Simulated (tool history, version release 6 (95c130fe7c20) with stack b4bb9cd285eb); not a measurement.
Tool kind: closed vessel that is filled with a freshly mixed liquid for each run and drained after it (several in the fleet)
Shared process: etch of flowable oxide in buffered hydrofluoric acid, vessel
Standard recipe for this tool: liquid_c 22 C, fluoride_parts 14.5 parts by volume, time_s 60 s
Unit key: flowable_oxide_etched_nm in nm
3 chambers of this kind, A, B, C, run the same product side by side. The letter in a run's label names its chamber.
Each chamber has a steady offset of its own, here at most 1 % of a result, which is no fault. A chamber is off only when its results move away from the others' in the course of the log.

run    day  liquid_c  fluoride_parts  time_s  read-back film thickness of the flowable oxide reference wafer, read on the same gauge (nm)  flowable_oxide_etched_nm
 1A  0.292        22            14.5      60                                                                                       89.986                    225.35
 2B  0.692        22            14.5      60                                                                                       90.003                    220.37
 3C  1.138        22            14.5      60                                                                                       89.991                    223.02
 4B  1.392        22            14.5      60                                                                                       90.009                    220.69
 5A  1.633        22            14.5      60                                                                                       90.009                    219.13
 6C  1.938        22            14.5      60                                                                                       90.011                    222.02
 7A  2.317        22            14.5      60                                                                                       89.975                    222.05
 8B  2.717        22            14.5      60                                                                                       89.998                    222.63
 9C  3.017        22            14.5      60                                                                                       89.969                    218.78
10B  3.258        22            14.5      60                                                                                       89.992                    220.90
11A  3.546        22            14.5      60                                                                                       90.001                    220.77
12C  3.838        22            14.5      60                                                                                       90.023                    220.25
13B  4.171        22            14.5      60                                                                                       90.012                    220.46
14A  4.604        22            14.5      60                                                                                       90.016                    210.96
15C  5.062        22            14.5      60                                                                                       89.974                    223.13
     5.296  -- chamber A: thermometer replaced
16C  5.533        22            14.5      60                                                                                       89.976                    222.29
17B  5.754        22            14.5      60                                                                                       90.005                    220.97
18A  6.167        22            14.5      60                                                                                       90.008                    206.27
19A  6.571        22            14.5      60                                                                                       89.990                    202.83
20B  7.021        22            14.5      60                                                                                       90.007                    222.14
21C  7.458        22            14.5      60                                                                                       90.029                    223.54
22A  7.896        22            14.5      60                                                                                       90.014                    198.08

Does one chamber stand apart from the rest, does the shared gauge drift, or is all well apart from small per-chamber offsets? Give the chamber and the most likely cause, where there is one.

Little by little, chamber A moves away from the other chambers.
Likeliest cause: hydrofluoric acid flow below the setpoint (%) = 11.5.

Below are 4 candidate recipes for chamber A's next run, each the usual settings with a change, their results shown as question marks. Which of them brings A's results back in line with what the other chambers give on the usual settings?
In line here means within this much of the mean the other chambers give on the usual settings: flowable_oxide_etched_nm 6.90 nm
23A-1  8.238      17.5            14.5      60                                                                                                                      ?
23A-2  8.238      21.5            16.0      60                                                                                                                      ?
23A-3  8.238      22.0            14.0      65                                                                                                                      ?
23A-4  8.238      22.5            13.5      70                                                                                                                      ?

What the other chambers average on the usual settings: flowable_oxide_etched_nm 221.12 nm
  run  flowable_oxide_etched_nm
23A-1                    152.34
23A-2                    173.61
23A-3                    220.94
23A-4                    253.73
With 23A-3, the chamber falls back in line with the rest.
